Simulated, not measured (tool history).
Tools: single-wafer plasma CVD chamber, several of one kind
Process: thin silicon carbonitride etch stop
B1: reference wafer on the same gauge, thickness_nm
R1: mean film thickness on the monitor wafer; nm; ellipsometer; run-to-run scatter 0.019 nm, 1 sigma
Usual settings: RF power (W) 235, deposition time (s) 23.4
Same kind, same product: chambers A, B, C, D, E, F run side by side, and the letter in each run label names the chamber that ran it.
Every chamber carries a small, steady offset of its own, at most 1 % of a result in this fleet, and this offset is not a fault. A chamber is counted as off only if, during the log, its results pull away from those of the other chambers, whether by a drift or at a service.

{"run": "1B", "hour": 3.6, "RF power (W)": 235, "deposition time (s)": 23.4, "B1": 11.899, "R1": 13.898}
{"run": "2D", "hour": 7.5, "RF power (W)": 235, "deposition time (s)": 23.4, "B1": 11.903, "R1": 14.025}
{"run": "3C", "hour": 12.6, "RF power (W)": 235, "deposition time (s)": 23.4, "B1": 11.905, "R1": 14.04}
{"run": "4E", "hour": 16.2, "RF power (W)": 235, "deposition time (s)": 23.4, "B1": 11.905, "R1": 13.854}
{"run": "5F", "hour": 21.2, "RF power (W)": 235, "deposition time (s)": 23.4, "B1": 11.913, "R1": 14.05}
{"run": "6A", "hour": 24.1, "RF power (W)": 235, "deposition time (s)": 23.4, "B1": 11.91, "R1": 13.925}
{"run": "7E", "hour": 28.6, "RF power (W)": 235, "deposition time (s)": 23.4, "B1": 11.916, "R1": 13.86}
{"run": "8D", "hour": 31.4, "RF power (W)": 235, "deposition time (s)": 23.4, "B1": 11.914, "R1": 14.039}
{"run": "9C", "hour": 36.2, "RF power (W)": 235, "deposition time (s)": 23.4, "B1": 11.916, "R1": 14.036}
{"run": "10B", "hour": 39.1, "RF power (W)": 235, "deposition time (s)": 23.4, "B1": 11.917, "R1": 13.905}
{"run": "11F", "hour": 41.8, "RF power (W)": 235, "deposition time (s)": 23.4, "B1": 11.921, "R1": 14.051}
{"run": "12A", "hour": 44.5, "RF power (W)": 235, "deposition time (s)": 23.4, "B1": 11.917, "R1": 13.96}
{"run": "13A", "hour": 48.6, "RF power (W)": 235, "deposition time (s)": 23.4, "B1": 11.915, "R1": 13.953}
{"run": "14B", "hour": 52.4, "RF power (W)": 235, "deposition time (s)": 23.4, "B1": 11.925, "R1": 13.924}
{"run": "15C", "hour": 57.2, "RF power (W)": 235, "deposition time (s)": 23.4, "B1": 11.927, "R1": 14.036}
{"run": "16D", "hour": 61.7, "RF power (W)": 265, "deposition time (s)": 24.9, "B1": 11.928, "R1": 15.531}
{"run": "17F", "hour": 65.8, "RF power (W)": 265, "deposition time (s)": 24.9, "B1": 11.933, "R1": 15.547}
{"run": "18E", "hour": 70.3, "RF power (W)": 265, "deposition time (s)": 24.9, "B1": 11.931, "R1": 15.281}
{"run": "19A", "hour": 75.0, "RF power (W)": 265, "deposition time (s)": 24.9, "B1": 11.934, "R1": 15.405}
{"run": "20C", "hour": 78.5, "RF power (W)": 265, "deposition time (s)": 24.9, "B1": 11.935, "R1": 15.498}
{"run": "21D", "hour": 82.4, "RF power (W)": 265, "deposition time (s)": 24.9, "B1": 11.937, "R1": 15.516}
{"run": "22E", "hour": 85.4, "RF power (W)": 235, "deposition time (s)": 23.4, "B1": 11.939, "R1": 13.907}
{"run": "23B", "hour": 90.5, "RF power (W)": 235, "deposition time (s)": 23.4, "B1": 11.942, "R1": 13.966}
{"run": "24F", "hour": 95.2, "RF power (W)": 235, "deposition time (s)": 23.4, "B1": 11.944, "R1": 14.067}
{"run": "25B", "hour": 99.2, "RF power (W)": 235, "deposition time (s)": 23.4, "B1": 11.943, "R1": 14.01}
{"run": "26F", "hour": 101.8, "RF power (W)": 235, "deposition time (s)": 23.4, "B1": 11.943, "R1": 14.073}
{"run": "27D", "hour": 105.4, "RF power (W)": 235, "deposition time (s)": 23.4, "B1": 11.947, "R1": 14.092}
{"run": "28C", "hour": 108.1, "RF power (W)": 235, "deposition time (s)": 23.4, "B1": 11.951, "R1": 14.061}
{"run": "29E", "hour": 112.9, "RF power (W)": 235, "deposition time (s)": 20.7, "B1": 11.945, "R1": 12.321}
{"run": "30A", "hour": 115.6, "RF power (W)": 235, "deposition time (s)": 20.7, "B1": 11.952, "R1": 12.386}
{"run": "31F", "hour": 120.1, "RF power (W)": 235, "deposition time (s)": 20.7, "B1": 11.95, "R1": 12.451}
{"run": "32C", "hour": 124.2, "RF power (W)": 235, "deposition time (s)": 20.7, "B1": 11.958, "R1": 12.415}
{"run": "33E", "hour": 127.9, "RF power (W)": 235, "deposition time (s)": 20.7, "B1": 11.96, "R1": 12.315}
{"run": "34A", "hour": 131.4, "RF power (W)": 235, "deposition time (s)": 20.7, "B1": 11.96, "R1": 12.413}
{"run": "35D", "hour": 135.2, "RF power (W)": 235, "deposition time (s)": 23.4, "B1": 11.961, "R1": 14.107}
{"run": "36B", "hour": 139.4, "RF power (W)": 235, "deposition time (s)": 23.4, "B1": 11.964, "R1": 13.991}
{"run": "37B", "hour": 142.9, "RF power (W)": 235, "deposition time (s)": 23.4, "B1": 11.966, "R1": 13.961}
{"run": "38F", "hour": 145.7, "RF power (W)": 235, "deposition time (s)": 23.4, "B1": 11.969, "R1": 14.103}

What goes on in this fleet: one chamber off, a drifting gauge, or nothing beyond the chambers' own small offsets? Name the chamber and the cause, if any.

It is the gauge, not a chamber: its drift shows up in every chamber's results at once, and no chamber is off.
Most likely cause: gauge reads high (%) = 0.564.
